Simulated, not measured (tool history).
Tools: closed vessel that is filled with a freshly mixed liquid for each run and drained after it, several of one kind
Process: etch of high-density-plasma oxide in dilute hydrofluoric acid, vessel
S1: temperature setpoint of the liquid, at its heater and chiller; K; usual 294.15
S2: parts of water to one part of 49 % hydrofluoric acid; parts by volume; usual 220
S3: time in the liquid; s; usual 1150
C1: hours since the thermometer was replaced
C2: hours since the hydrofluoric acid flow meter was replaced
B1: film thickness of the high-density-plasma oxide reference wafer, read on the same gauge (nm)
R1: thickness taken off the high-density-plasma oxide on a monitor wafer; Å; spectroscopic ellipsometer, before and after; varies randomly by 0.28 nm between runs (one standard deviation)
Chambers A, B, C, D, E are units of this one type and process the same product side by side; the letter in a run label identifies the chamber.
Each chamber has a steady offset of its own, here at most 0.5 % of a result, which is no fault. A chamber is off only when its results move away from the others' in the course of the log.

{"run": "1B", "hour": 9.6, "S1": 294.15, "S2": 220, "S3": 1150, "C1": 25.9, "C2": 812.9, "B1": 140.0, "R1": 428.67}
{"run": "2D", "hour": 16.9, "S1": 294.15, "S2": 220, "S3": 1150, "C1": 162.2, "C2": 467.2, "B1": 140.0, "R1": 431.9}
{"run": "3E", "hour": 26.3, "S1": 294.15, "S2": 220, "S3": 1150, "C1": 2270.9, "C2": 435.9, "B1": 139.98, "R1": 433.85}
{"run": "4A", "hour": 31.3, "S1": 294.15, "S2": 220, "S3": 1150, "C1": 283.3, "C2": 340.4, "B1": 139.99, "R1": 425.37}
{"run": "5C", "hour": 41.5, "S1": 294.15, "S2": 220, "S3": 1150, "C1": 328.7, "C2": 446.9, "B1": 139.99, "R1": 431.21}
{"run": "6C", "hour": 48.1, "S1": 294.15, "S2": 220, "S3": 1150, "C1": 335.3, "C2": 453.5, "B1": 139.98, "R1": 430.58}
{"run": "7E", "hour": 57.6, "S1": 294.15, "S2": 220, "S3": 1150, "C1": 2302.2, "C2": 467.2, "B1": 140.02, "R1": 436.25}
{"run": "8A", "hour": 67.7, "S1": 294.15, "S2": 220, "S3": 1150, "C1": 319.7, "C2": 376.8, "B1": 140.01, "R1": 426.67}
{"run": "9D", "hour": 75.5, "S1": 294.15, "S2": 220, "S3": 1150, "C1": 220.8, "C2": 525.8, "B1": 139.99, "R1": 427.67}
{"run": "10B", "hour": 82.1, "S1": 294.15, "S2": 220, "S3": 1150, "C1": 98.4, "C2": 885.4, "B1": 140.02, "R1": 421.96}
{"run": "11B", "hour": 88.9, "S1": 294.15, "S2": 220, "S3": 1150, "C1": 105.2, "C2": 892.2, "B1": 140.01, "R1": 428.39}
{"run": "12D", "hour": 98.9, "S1": 294.15, "S2": 220, "S3": 1150, "C1": 244.2, "C2": 549.2, "B1": 140.0, "R1": 429.15}
{"run": "13E", "hour": 105.2, "S1": 294.15, "S2": 220, "S3": 1150, "C1": 2349.8, "C2": 514.8, "B1": 139.98, "R1": 429.77}
{"run": "14A", "hour": 110.9, "S1": 294.15, "S2": 220, "S3": 1150, "C1": 362.9, "C2": 420.0, "B1": 140.0, "R1": 426.13}
{"run": "15C", "hour": 115.5, "S1": 294.15, "S2": 220, "S3": 1150, "C1": 402.7, "C2": 520.9, "B1": 140.01, "R1": 427.83}
{"run": "16A", "hour": 122.8, "S1": 290.65, "S2": 220, "S3": 1150, "C1": 374.8, "C2": 431.9, "B1": 140.01, "R1": 373.45}
{"hour": 128.3, "done": "chamber B: hydrofluoric acid flow meter replaced"}
{"run": "17E", "hour": 131.8, "S1": 290.65, "S2": 220, "S3": 1150, "C1": 2376.4, "C2": 541.4, "B1": 139.98, "R1": 379.77}
{"run": "18D", "hour": 140.6, "S1": 290.65, "S2": 220, "S3": 1150, "C1": 285.9, "C2": 590.9, "B1": 139.98, "R1": 381.91}
{"run": "19C", "hour": 148.9, "S1": 290.65, "S2": 220, "S3": 1150, "C1": 436.1, "C2": 554.3, "B1": 139.99, "R1": 371.55}
{"run": "20B", "hour": 155.3, "S1": 290.65, "S2": 220, "S3": 1150, "C1": 171.6, "C2": 27.0, "B1": 140.0, "R1": 372.42}
{"run": "21D", "hour": 159.7, "S1": 294.15, "S2": 320, "S3": 1150, "C1": 305.0, "C2": 610.0, "B1": 140.0, "R1": 272.52}
{"run": "22A", "hour": 164.4, "S1": 294.15, "S2": 320, "S3": 1150, "C1": 416.4, "C2": 473.5, "B1": 140.0, "R1": 268.92}
{"run": "23C", "hour": 173.5, "S1": 294.15, "S2": 320, "S3": 1150, "C1": 460.7, "C2": 578.9, "B1": 140.0, "R1": 266.78}
{"run": "24E", "hour": 179.3, "S1": 294.15, "S2": 320, "S3": 1150, "C1": 2423.9, "C2": 588.9, "B1": 139.98, "R1": 268.6}
{"run": "25B", "hour": 187.9, "S1": 294.15, "S2": 320, "S3": 1150, "C1": 204.2, "C2": 59.6, "B1": 140.0, "R1": 269.21}
{"run": "26C", "hour": 193.0, "S1": 294.15, "S2": 220, "S3": 1150, "C1": 480.2, "C2": 598.4, "B1": 139.99, "R1": 432.43}
{"run": "27A", "hour": 198.6, "S1": 294.15, "S2": 220, "S3": 1150, "C1": 450.6, "C2": 507.7, "B1": 139.99, "R1": 427.51}
{"run": "28E", "hour": 204.1, "S1": 294.15, "S2": 220, "S3": 1150, "C1": 2448.7, "C2": 613.7, "B1": 140.0, "R1": 429.44}
{"run": "29B", "hour": 212.6, "S1": 294.15, "S2": 220, "S3": 1150, "C1": 228.9, "C2": 84.3, "B1": 140.01, "R1": 427.48}
{"run": "30D", "hour": 221.8, "S1": 294.15, "S2": 220, "S3": 1150, "C1": 367.1, "C2": 672.1, "B1": 139.99, "R1": 441.72}
{"run": "31C", "hour": 231.7, "S1": 294.15, "S2": 220, "S3": 1150, "C1": 518.9, "C2": 637.1, "B1": 140.0, "R1": 419.4}
{"run": "32B", "hour": 239.4, "S1": 294.15, "S2": 220, "S3": 1150, "C1": 255.7, "C2": 111.1, "B1": 140.0, "R1": 427.59}
{"run": "33D", "hour": 244.7, "S1": 294.15, "S2": 220, "S3": 1150, "C1": 390.0, "C2": 695.0, "B1": 140.0, "R1": 445.48}
{"run": "34E", "hour": 253.1, "S1": 294.15, "S2": 220, "S3": 1150, "C1": 2497.7, "C2": 662.7, "B1": 140.0, "R1": 426.59}
{"run": "35A", "hour": 259.4, "S1": 294.15, "S2": 220, "S3": 1150, "C1": 511.4, "C2": 568.5, "B1": 140.01, "R1": 429.32}
{"run": "36C", "hour": 263.9, "S1": 294.15, "S2": 220, "S3": 1150, "C1": 551.1, "C2": 669.3, "B1": 140.0, "R1": 429.71}
{"run": "37A", "hour": 268.7, "S1": 294.15, "S2": 220, "S3": 1150, "C1": 520.7, "C2": 577.8, "B1": 140.0, "R1": 424.49}
{"run": "38B", "hour": 278.1, "S1": 294.15, "S2": 220, "S3": 1150, "C1": 294.4, "C2": 149.8, "B1": 140.0, "R1": 427.64}
{"run": "39D", "hour": 285.4, "S1": 294.15, "S2": 220, "S3": 1150, "C1": 430.7, "C2": 735.7, "B1": 140.0, "R1": 451.77}
{"run": "40E", "hour": 291.3, "S1": 294.15, "S2": 220, "S3": 1150, "C1": 2535.9, "C2": 700.9, "B1": 139.98, "R1": 433.62}
{"run": "41B", "hour": 300.5, "S1": 294.15, "S2": 220, "S3": 1150, "C1": 316.8, "C2": 172.2, "B1": 139.99, "R1": 430.43}
{"run": "42E", "hour": 305.8, "S1": 294.15, "S2": 220, "S3": 1150, "C1": 2550.4, "C2": 715.4, "B1": 140.0, "R1": 435.38}
{"run": "43D", "hour": 315.0, "S1": 290.15, "S2": 220, "S3": 590, "C1": 460.3, "C2": 765.3, "B1": 139.99, "R1": 201.0}
{"run": "44C", "hour": 323.9, "S1": 290.15, "S2": 220, "S3": 590, "C1": 611.1, "C2": 729.3, "B1": 140.0, "R1": 186.69}

Is one chamber off against the others, does the gauge drift, or is nothing wrong? If a chamber is off, say which, and what the likeliest cause is.

Little by little, chamber D moves away from the other chambers.
Likeliest cause: liquid hotter than its thermometer reads (K) = 1.89.
The log might look much the same if the cause were instead: hydrofluoric acid flow above the setpoint (%).

Chamber D could run next with any of the 4 candidate recipes listed below; each alters the usual settings, and their results appear as question marks. Which one brings its results back in line with what the other chambers deliver on the usual settings?
In line means no further than this from the other chambers' mean on the usual settings: R1 9.90 Å
{"run": "45D-1", "hour": 331.2, "S1": 294.15, "S2": 210, "S3": 1210, "R1": "?"}
{"run": "45D-2", "hour": 331.2, "S1": 294.15, "S2": 220, "S3": 1070, "R1": "?"}
{"run": "45D-3", "hour": 331.2, "S1": 296.15, "S2": 220, "S3": 1150, "R1": "?"}
{"run": "45D-4", "hour": 331.2, "S1": 294.15, "S2": 230, "S3": 1090, "R1": "?"}

Usual-settings mean across the other chambers: R1 428.56 Å
run=45D-1 R1=511.25
run=45D-2 R1=427.10
run=45D-3 R1=493.85
run=45D-4 R1=411.95
45D-2 puts the chamber back in line with the other chambers.

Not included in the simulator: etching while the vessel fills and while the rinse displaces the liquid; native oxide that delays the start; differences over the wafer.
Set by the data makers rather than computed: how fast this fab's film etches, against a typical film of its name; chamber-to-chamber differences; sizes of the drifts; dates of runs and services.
